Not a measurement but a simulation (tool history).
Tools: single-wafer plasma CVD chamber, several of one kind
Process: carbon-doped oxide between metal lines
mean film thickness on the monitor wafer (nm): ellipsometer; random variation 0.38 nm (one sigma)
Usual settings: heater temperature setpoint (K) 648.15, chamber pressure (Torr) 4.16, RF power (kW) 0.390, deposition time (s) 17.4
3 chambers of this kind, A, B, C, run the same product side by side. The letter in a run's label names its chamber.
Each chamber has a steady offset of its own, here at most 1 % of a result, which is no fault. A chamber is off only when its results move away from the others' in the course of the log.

| run | hour | heater temperature setpoint (K) | chamber pressure (Torr) | RF power (kW) | deposition time (s) | hours since the last thermocouple change | hours since the last RF generator calibration | hours since the last manometer calibration | read-back reference wafer on the same gauge, thickness_nm | mean film thickness on the monitor wafer (nm) |
|---|---|---|---|---|---|---|---|---|---|---|
| 1B | 13.8 | 648.15 | 4.16 | 0.390 | 17.4 | 1057.4 | 202.2 | 1246.2 | 67.049 | 68.923 |
| 2C | 24.9 | 648.15 | 4.16 | 0.390 | 17.4 | 197.2 | 1137.3 | 1850.5 | 66.926 | 68.737 |
| 3A | 35.5 | 648.15 | 4.16 | 0.390 | 17.4 | 88.0 | 759.2 | 556.7 | 66.982 | 68.644 |
| 4A | 44.2 | 648.15 | 4.16 | 0.390 | 17.4 | 96.7 | 767.9 | 565.4 | 67.029 | 67.982 |
| 5B | 56.1 | 648.15 | 4.16 | 0.390 | 17.4 | 1099.7 | 244.5 | 1288.5 | 66.975 | 69.081 |
| 6C | 66.2 | 648.15 | 4.16 | 0.390 | 17.4 | 238.5 | 1178.6 | 1891.8 | 67.041 | 69.418 |
| 7C | 74.2 | 648.15 | 4.16 | 0.390 | 17.4 | 246.5 | 1186.6 | 1899.8 | 67.010 | 68.680 |
| 8A | 84.1 | 648.15 | 4.16 | 0.390 | 17.4 | 136.6 | 807.8 | 605.3 | 66.944 | 67.843 |
| 9B | 91.8 | 648.15 | 4.16 | 0.390 | 17.4 | 1135.4 | 280.2 | 1324.2 | 66.919 | 68.241 |
| 10C | 102.5 | 648.15 | 4.16 | 0.390 | 17.4 | 274.8 | 1214.9 | 1928.1 | 66.953 | 68.797 |
| 11B | 110.4 | 648.15 | 4.16 | 0.390 | 17.4 | 1154.0 | 298.8 | 1342.8 | 67.036 | 68.520 |
| 12A | 120.1 | 648.15 | 3.30 | 0.390 | 18.7 | 172.6 | 843.8 | 641.3 | 66.984 | 70.906 |
| 13A | 128.7 | 648.15 | 3.30 | 0.390 | 18.7 | 181.2 | 852.4 | 649.9 | 66.938 | 70.721 |
| 14C | 136.2 | 648.15 | 3.30 | 0.390 | 18.7 | 308.5 | 1248.6 | 1961.8 | 67.024 | 72.116 |
| 15B | 145.5 | 648.15 | 4.16 | 0.390 | 17.4 | 1189.1 | 333.9 | 1377.9 | 66.938 | 69.019 |
| 16A | 156.2 | 648.15 | 4.16 | 0.390 | 17.4 | 208.7 | 879.9 | 677.4 | 67.038 | 67.234 |
| 17C | 163.3 | 648.15 | 4.16 | 0.390 | 17.4 | 335.6 | 1275.7 | 1988.9 | 66.997 | 69.125 |
| 18B | 176.7 | 648.15 | 4.16 | 0.390 | 17.4 | 1220.3 | 365.1 | 1409.1 | 66.953 | 69.263 |
| 19B | 184.9 | 637.15 | 4.16 | 0.390 | 17.4 | 1228.5 | 373.3 | 1417.3 | 66.990 | 70.560 |
| 20A | 196.5 | 637.15 | 4.16 | 0.390 | 17.4 | 249.0 | 920.2 | 717.7 | 67.021 | 67.932 |
| 21C | 204.2 | 637.15 | 4.16 | 0.390 | 17.4 | 376.5 | 1316.6 | 2029.8 | 66.915 | 71.032 |
| 22A | 217.6 | 648.15 | 4.16 | 0.390 | 17.4 | 270.1 | 941.3 | 738.8 | 66.956 | 66.644 |
| 23C | 227.1 | 648.15 | 4.16 | 0.390 | 17.4 | 399.4 | 1339.5 | 2052.7 | 66.945 | 68.606 |
| 24B | 236.0 | 637.15 | 4.16 | 0.390 | 19.9 | 1279.6 | 424.4 | 1468.4 | 67.068 | 81.012 |
| 25C | 244.2 | 637.15 | 4.16 | 0.390 | 19.9 | 416.5 | 1356.6 | 2069.8 | 67.063 | 81.206 |
|  | 248.5 | chamber C: capacitance manometer re-zeroed and calibrated |
| 26A | 253.3 | 637.15 | 4.16 | 0.390 | 19.9 | 305.8 | 977.0 | 774.5 | 67.090 | 78.794 |
| 27B | 263.6 | 648.15 | 4.16 | 0.390 | 17.4 | 1307.2 | 452.0 | 1496.0 | 66.990 | 68.473 |
| 28C | 272.8 | 648.15 | 4.16 | 0.390 | 17.4 | 445.1 | 1385.2 | 24.3 | 67.016 | 68.810 |
| 29A | 285.7 | 648.15 | 4.16 | 0.390 | 17.4 | 338.2 | 1009.4 | 806.9 | 66.942 | 65.903 |
| 30B | 292.3 | 634.15 | 4.16 | 0.390 | 15.8 | 1335.9 | 480.7 | 1524.7 | 66.976 | 64.524 |
| 31A | 298.7 | 634.15 | 4.16 | 0.390 | 15.8 | 351.2 | 1022.4 | 819.9 | 67.073 | 62.511 |
| 32C | 307.5 | 634.15 | 4.16 | 0.390 | 15.8 | 479.8 | 1419.9 | 59.0 | 67.086 | 65.088 |
| 33B | 320.4 | 648.15 | 4.16 | 0.390 | 17.4 | 1364.0 | 508.8 | 1552.8 | 66.986 | 68.552 |

Is one chamber off against the others, does the gauge drift, or is nothing wrong? If a chamber is off, say which, and what the likeliest cause is.

Chamber A drifts away from the others.
Cause: delivered RF power below the setpoint (%) = 5.25.

Here are 4 candidates for chamber A's next run, each the usual settings with a change, their results left as question marks. Which one brings its results back in line with what the others give on the usual settings?
In line means no further than this from the other chambers' mean on the usual settings: mean film thickness on the monitor wafer (nm) 1.300
| 34A-1 | 330.3 | 648.15 | 4.13 | 0.380 | 16.9 |  |  |  |  | ? |
| 34A-2 | 330.3 | 648.15 | 4.16 | 0.415 | 17.4 |  |  |  |  | ? |
| 34A-3 | 330.3 | 648.15 | 4.16 | 0.390 | 17.2 |  |  |  |  | ? |
| 34A-4 | 330.3 | 648.15 | 4.17 | 0.390 | 17.5 |  |  |  |  | ? |

The other chambers' mean on the usual settings: mean film thickness on the monitor wafer (nm) 68.860
| run | mean film thickness on the monitor wafer (nm) |
|---|---|
| 34A-1 | 62.428 |
| 34A-2 | 68.675 |
| 34A-3 | 64.833 |
| 34A-4 | 65.965 |
34A-2 brings the chamber back in line.
